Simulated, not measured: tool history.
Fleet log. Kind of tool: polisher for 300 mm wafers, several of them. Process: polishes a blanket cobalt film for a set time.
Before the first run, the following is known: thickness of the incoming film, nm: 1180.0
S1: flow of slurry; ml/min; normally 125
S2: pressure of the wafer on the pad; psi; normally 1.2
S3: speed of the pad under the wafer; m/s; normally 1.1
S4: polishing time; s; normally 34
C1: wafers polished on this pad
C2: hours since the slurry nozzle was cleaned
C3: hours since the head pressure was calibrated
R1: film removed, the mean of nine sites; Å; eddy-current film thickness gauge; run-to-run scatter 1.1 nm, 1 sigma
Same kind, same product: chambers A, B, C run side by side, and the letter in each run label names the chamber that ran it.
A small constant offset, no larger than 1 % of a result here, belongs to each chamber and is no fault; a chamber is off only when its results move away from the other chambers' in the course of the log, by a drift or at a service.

run  hour   S1   S2   S3  S4    C1     C2     C3      R1
 1A   4.2  125  1.2  1.1  34   432  147.5   38.3    1240
 2B   8.8  125  1.2  1.1  34   899    323  357.4  1247.1
     10.7  -- chamber B: worn pad replaced by a new one
 3C  14.2  125  1.2  1.1  34   903  100.5   29.3  1259.6
 4C    18  125  1.2  1.1  34   954  104.3   33.1  1258.4
 5B  23.6  110  1.2  1.1  34   175  337.8  372.2  1238.2
 6A  29.2  110  1.2  1.1  34   771  172.5   63.3  1216.1
 7C  32.8  110  1.2  1.1  34  1154  119.1   47.9  1195.7
 8B  38.5  125  1.2  1.1  34   376  352.7  387.1  1259.9
 9A    42  125  1.2  1.1  34   944  185.3   76.1  1211.7
10A  45.9  125  1.4  1.1  41   997  189.2     80  1709.7
11B  49.7  125  1.4  1.1  41   528  363.9  398.3  1761.5
     53.1  -- chamber C: worn pad replaced by a new one
12C  54.3  125  1.4  1.1  41    16  140.6   69.4  1745.1
13B  59.5  125  1.2  1.1  34   661  373.7  408.1    1249
14C  63.1  155  1.2  1.1  38   135  149.4   78.2    1474
15A  67.2  155  1.2  1.1  38  1285  210.5  101.3  1392.2
16A  70.3  155  1.2  1.1  38  1327  213.6  104.4  1359.6
17C  75.8  125  1.2  1.1  34   307  162.1   90.9  1240.3
18B  81.2  125  1.2  1.1  34   954  395.4  429.8  1234.9
19B  84.4  125  1.2  1.1  34   998  398.6    433  1262.1
20A  87.9  165  1.2  1.1  34  1565  231.2    122  1165.2
21C  91.4  165  1.2  1.1  34   518  177.7  106.5  1319.2

Decide between three cases: one chamber stands off from its peers, the gauge reading all wafers drifts, or nothing is wrong past each chamber's small offset. Where a chamber is off, say which and what most likely put it there.

One chamber, A, drifts off from the rest bit by bit.
Likeliest cause: removal rate lost through wear of the pad, % = 10.9.
From this log alone, it may not be told apart from: slurry flow missing at the pad, %; head's pressure below its setpoint, %.

Which of the 4 candidates below, each the usual settings with something changed and its results left as question marks, puts chamber A back in line with what the other chambers give on the usual settings?
Allowed miss from the other chambers' usual-settings mean, per result, to count as in line: R1 37 Å
22A-1  95.7  125  1.2  0.98  34               ?
22A-2  95.7  125  1.2  1.08  33               ?
22A-3  95.7  125  1.2  1.24  34               ?
22A-4  95.7  125  1.2  1.14  34               ?

What the other chambers average on the usual settings: R1 1245.3 Å
  run      R1
22A-1  984.92
22A-2  1053.6
22A-3  1246.4
22A-4  1145.8
22A-3 puts the chamber back in line with the other chambers.

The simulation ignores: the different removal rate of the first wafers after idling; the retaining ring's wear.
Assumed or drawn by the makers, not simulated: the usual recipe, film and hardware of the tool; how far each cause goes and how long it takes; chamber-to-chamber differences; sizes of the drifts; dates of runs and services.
